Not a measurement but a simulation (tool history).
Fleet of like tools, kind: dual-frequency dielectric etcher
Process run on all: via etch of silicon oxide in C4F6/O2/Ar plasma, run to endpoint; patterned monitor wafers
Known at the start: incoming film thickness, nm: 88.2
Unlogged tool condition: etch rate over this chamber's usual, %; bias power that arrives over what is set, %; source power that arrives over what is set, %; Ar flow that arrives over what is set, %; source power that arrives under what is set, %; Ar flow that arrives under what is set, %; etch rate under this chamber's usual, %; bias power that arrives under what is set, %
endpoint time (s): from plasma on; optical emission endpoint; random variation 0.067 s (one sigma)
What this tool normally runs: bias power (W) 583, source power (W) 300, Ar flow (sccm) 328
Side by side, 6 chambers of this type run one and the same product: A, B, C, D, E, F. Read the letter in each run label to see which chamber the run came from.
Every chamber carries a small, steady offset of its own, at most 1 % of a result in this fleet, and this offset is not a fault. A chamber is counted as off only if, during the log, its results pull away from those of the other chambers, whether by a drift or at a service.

run	hour	bias power (W)	source power (W)	Ar flow (sccm)	hours since the last wet clean	hours since the last bias power generator calibration	hours since the last source power generator calibration	hours since the last Ar flow controller change	endpoint time (s)
1C	2.9	583	300	328	136.6	800	3456	4027.4	20.512
2D	5.3	583	300	328	501.2	1501.4	2825.9	2900.1	20.376
3B	8.7	583	300	328	95.7	762	1176.9	824	20.532
4E	12.9	583	300	328	333.2	1122.9	537.9	1580.5	20.521
# hour 14.9: chamber A: wet clean of the chamber
5F	15.7	583	300	328	21.7	2950.2	1059.2	1620.3	20.762
6A	19.1	676	300	328	4.2	4407.9	1518.3	4010.8	19.492
7E	23.1	676	300	328	343.4	1133.1	548.1	1590.7	19.338
8F	26.3	676	300	328	32.3	2960.8	1069.8	1630.9	19.514
9C	29.8	676	300	328	163.5	826.9	3482.9	4054.3	19.364
# hour 30.2: chamber D: wet clean of the chamber
# hour 31.2: chamber E: wet clean of the chamber
10A	33.2	676	300	328	18.3	4422	1532.4	4024.9	19.526
11B	37.1	676	300	328	124.1	790.4	1205.3	852.4	19.298
12D	41.4	583	300	328	11.3	1537.5	2862	2936.2	20.485
13F	45.7	583	270	252	51.7	2980.2	1089.2	1650.3	20.939
14E	48.2	583	270	252	17.1	1158.2	573.2	1615.8	20.626
15A	52	583	270	252	37.1	4440.8	1551.2	4043.7	20.824
16C	55.4	583	270	252	189.1	852.5	3508.5	4079.9	20.835
17D	59.2	583	270	252	29.1	1555.3	2879.8	2954	20.554
18B	63.4	583	270	252	150.4	816.7	1231.6	878.7	20.711
19E	66.3	538	250	328	35.2	1176.3	591.3	1633.9	22.599
20F	68.7	538	250	328	74.7	3003.2	1112.2	1673.3	22.992
21D	73.2	538	250	328	43.1	1569.3	2893.8	2968	22.49
22A	76.8	538	250	328	61.9	4465.6	1576	4068.5	22.774
23B	81.2	538	250	328	168.2	834.5	1249.4	896.5	22.683
24C	85	538	250	328	218.7	882.1	3538.1	4109.5	22.692
25C	89	583	300	328	222.7	886.1	3542.1	4113.5	20.499
26E	92.7	583	300	301	61.6	1202.7	617.7	1660.3	20.279
27D	97.2	583	300	301	67.1	1593.3	2917.8	2992	20.216
28F	99.6	583	300	301	105.6	3034.1	1143.1	1704.2	20.523
29B	103.3	583	300	301	190.3	856.6	1271.5	918.6	20.335
30A	107.3	583	300	301	92.4	4496.1	1606.5	4099	20.56
31B	111.6	583	300	301	198.6	864.9	1279.8	926.9	20.406
32D	115.9	583	300	328	85.8	1612	2936.5	3010.7	20.388
33F	120.1	583	300	328	126.1	3054.6	1163.6	1724.7	20.688
34A	122.9	583	300	328	108	4511.7	1622.1	4114.6	20.557
35C	126.6	583	300	328	260.3	923.7	3579.7	4151.1	20.501
36E	130.2	583	300	328	99.1	1240.2	655.2	1697.8	20.581
37D	133.2	583	300	328	103.1	1629.3	2953.8	3028	20.504
38F	137.6	583	300	328	143.6	3072.1	1181.1	1742.2	20.732
39C	141.1	583	300	328	274.8	938.2	3594.2	4165.6	20.484

Next, every chamber runs the same settings. What will each give?
40A	144.4	507	300	328					?
40B	144.4	507	300	328					?
40C	144.4	507	300	328					?
40D	144.4	507	300	328					?
40E	144.4	507	300	328					?
40F	144.4	507	300	328					?

run	endpoint time (s)
40A	21.796
40B	21.833
40C	21.692
40D	21.486
40E	21.621
40F	21.899
